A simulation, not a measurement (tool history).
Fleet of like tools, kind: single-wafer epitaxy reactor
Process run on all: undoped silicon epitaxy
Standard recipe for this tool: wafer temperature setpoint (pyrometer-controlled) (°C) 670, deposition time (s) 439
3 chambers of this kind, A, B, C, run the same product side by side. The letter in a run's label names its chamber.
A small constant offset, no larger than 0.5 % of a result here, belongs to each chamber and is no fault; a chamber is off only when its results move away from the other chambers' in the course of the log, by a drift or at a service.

run	hour	wafer temperature setpoint (pyrometer-controlled) (°C)	deposition time (s)	hours since the last pyrometer calibration	read-back reference wafer on the same gauge, thickness_nm	mean film thickness on the monitor wafer (angstrom)
1C	12.2	670	439	1097.4	97.036	1127.70
2B	22.0	670	439	626.3	97.037	1133.40
3A	28.1	670	439	96.9	97.083	1129.20
4B	34.6	670	439	638.9	97.074	1132.60
5C	40.2	670	439	1125.4	97.116	1129.00
6A	50.0	670	439	118.8	97.134	1132.30
7B	57.7	670	439	662.0	97.113	1134.30
8C	68.5	670	439	1153.7	97.215	1131.30
9A	77.2	670	439	146.0	97.230	1131.10
10A	88.9	665	439	157.7	97.244	1021.50
11B	98.8	665	439	703.1	97.293	1021.10
12C	108.6	665	439	1193.8	97.311	1018.30
13C	118.8	670	439	1204.0	97.360	1131.30
14B	127.6	675	469	731.9	97.359	1344.50
15A	134.5	675	469	203.3	97.386	1346.70
16C	144.5	675	469	1229.7	97.400	1346.50
17A	155.7	670	439	224.5	97.452	1136.40
18B	163.3	670	439	767.6	97.492	1137.80
19A	169.6	661	413	238.4	97.493	882.82
20C	177.7	661	413	1262.9	97.515	880.47

One chamber off, gauge drift, or nothing amiss beyond the chambers' own small offsets? If it is a chamber, which one, and what is the likeliest cause?

None of the chambers is off. What moves is the gauge, dragging all their readings along together.
Cause: gauge reads high (%) = 0.558.

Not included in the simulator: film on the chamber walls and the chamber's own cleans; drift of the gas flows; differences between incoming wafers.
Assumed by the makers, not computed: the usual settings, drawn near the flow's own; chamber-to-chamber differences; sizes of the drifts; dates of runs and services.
